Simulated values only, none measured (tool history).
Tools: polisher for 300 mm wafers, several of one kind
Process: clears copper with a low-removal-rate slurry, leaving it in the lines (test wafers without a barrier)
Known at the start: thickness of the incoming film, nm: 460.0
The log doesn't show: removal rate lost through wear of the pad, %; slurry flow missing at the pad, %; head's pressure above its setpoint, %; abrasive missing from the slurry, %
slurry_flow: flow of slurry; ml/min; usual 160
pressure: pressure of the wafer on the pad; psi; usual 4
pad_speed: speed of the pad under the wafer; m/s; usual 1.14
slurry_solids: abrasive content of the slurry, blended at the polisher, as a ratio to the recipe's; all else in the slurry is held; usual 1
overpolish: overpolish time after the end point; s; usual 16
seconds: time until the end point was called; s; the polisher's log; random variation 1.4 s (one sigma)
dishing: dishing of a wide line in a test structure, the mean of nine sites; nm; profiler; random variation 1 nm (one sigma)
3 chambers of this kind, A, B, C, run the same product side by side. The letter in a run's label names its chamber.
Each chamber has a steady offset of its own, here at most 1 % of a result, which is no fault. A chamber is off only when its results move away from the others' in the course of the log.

run,hour,slurry_flow,pressure,pad_speed,slurry_solids,overpolish,wafers polished on this pad,hours since the slurry nozzle was cleaned,hours since the head pressure was calibrated,hours since the slurry blender was calibrated,seconds,dishing
1C,9.5,160,4,1.14,1,16,184,418,326.2,89.7,93.108,52.049
# hour 12.8: chamber A: worn pad replaced by a new one
2B,23,160,4,1.14,1,16,281,749.3,128.5,37.6,96.423,52.542
# hour 33.5: chamber B: slurry nozzle cleaned
3A,36.6,160,4,1.14,1,16,166,523.3,634.2,108.6,95.655,52.841
4B,47.6,160,4,1.14,1,16,453,14.1,153.1,62.2,96.71,51.782
5C,59.6,160,4,1.14,1,16,535,468.1,376.3,139.8,94.841,50.319
6A,74,160,4,1.14,1,16,428,560.7,671.6,146,94.71,50.29
# hour 77.2: chamber A: head pressure recalibrated
# hour 85: chamber C: worn pad replaced by a new one
# hour 85.7: chamber A: slurry nozzle cleaned
7C,87.1,160,4,1.14,1,16,15,495.6,403.8,167.3,96.041,51.131
# hour 89.3: chamber B: worn pad replaced by a new one
# hour 89.8: chamber C: slurry blender recalibrated
8B,95,160,4,1.14,1,16,40,61.5,200.5,109.6,94.879,51.561
9A,107.5,160,4,1.14,1,16,662,21.8,30.3,179.5,94.07,52.653
10C,123.4,160,4,1.14,1,16,269,531.9,440.1,33.6,96.361,52.385
11A,134,160,4,1.14,1,16,848,48.3,56.8,206,93.617,51.738
# hour 139.2: chamber A: slurry blender recalibrated
12B,146.9,160,4,1.14,1,16,403,113.4,252.4,161.5,96.022,51.249
13B,154.1,160,4,1.14,1,16,453,120.6,259.6,168.7,95.644,53.744
14A,165.8,160,4,1.14,1,16,1070,80.1,88.6,26.7,94.186,53.183
# hour 170: chamber C: worn pad replaced by a new one
# hour 170.9: chamber C: slurry nozzle cleaned
15C,174,195,4,1.4,1,16,28,3.1,490.7,84.2,73.599,62.334
# hour 186.5: chamber B: worn pad replaced by a new one
16C,187.4,195,4,1.4,1,16,122,16.5,504.1,97.6,74.616,61.383
17B,199,195,4,1.4,1,16,87,165.5,304.5,213.6,76.682,64.637
# hour 206.3: chamber A: worn pad replaced by a new one
18A,209.6,160,4,1.14,1,16,23,123.9,132.4,70.5,96.505,50.712
19B,222.9,160,4,1.14,1,16,254,189.4,328.4,237.5,95.47,49.692
20A,234.2,160,4,1.14,1,16,195,148.5,157,95.1,94.851,51.34
21C,246.6,160,4,1.14,1,16,536,75.7,563.3,156.8,93.439,53.692
22C,254,160,4,1.14,1,16,588,83.1,570.7,164.2,92.916,53.599
23A,265.4,160,4,1.14,1,16,413,179.7,188.2,126.3,95.366,52.217
24B,280.9,160,4,1.14,1,16,660,247.4,386.4,295.5,98.592,52.728
25A,294.8,160,4,1.14,1,16,619,209.1,217.6,155.7,96.535,50.869

Is one chamber off against the others, does the gauge drift, or is nothing wrong? If a chamber is off, say which, and what the likeliest cause is.

No chamber stands off beyond its own small offset, and the gauge holds steady.
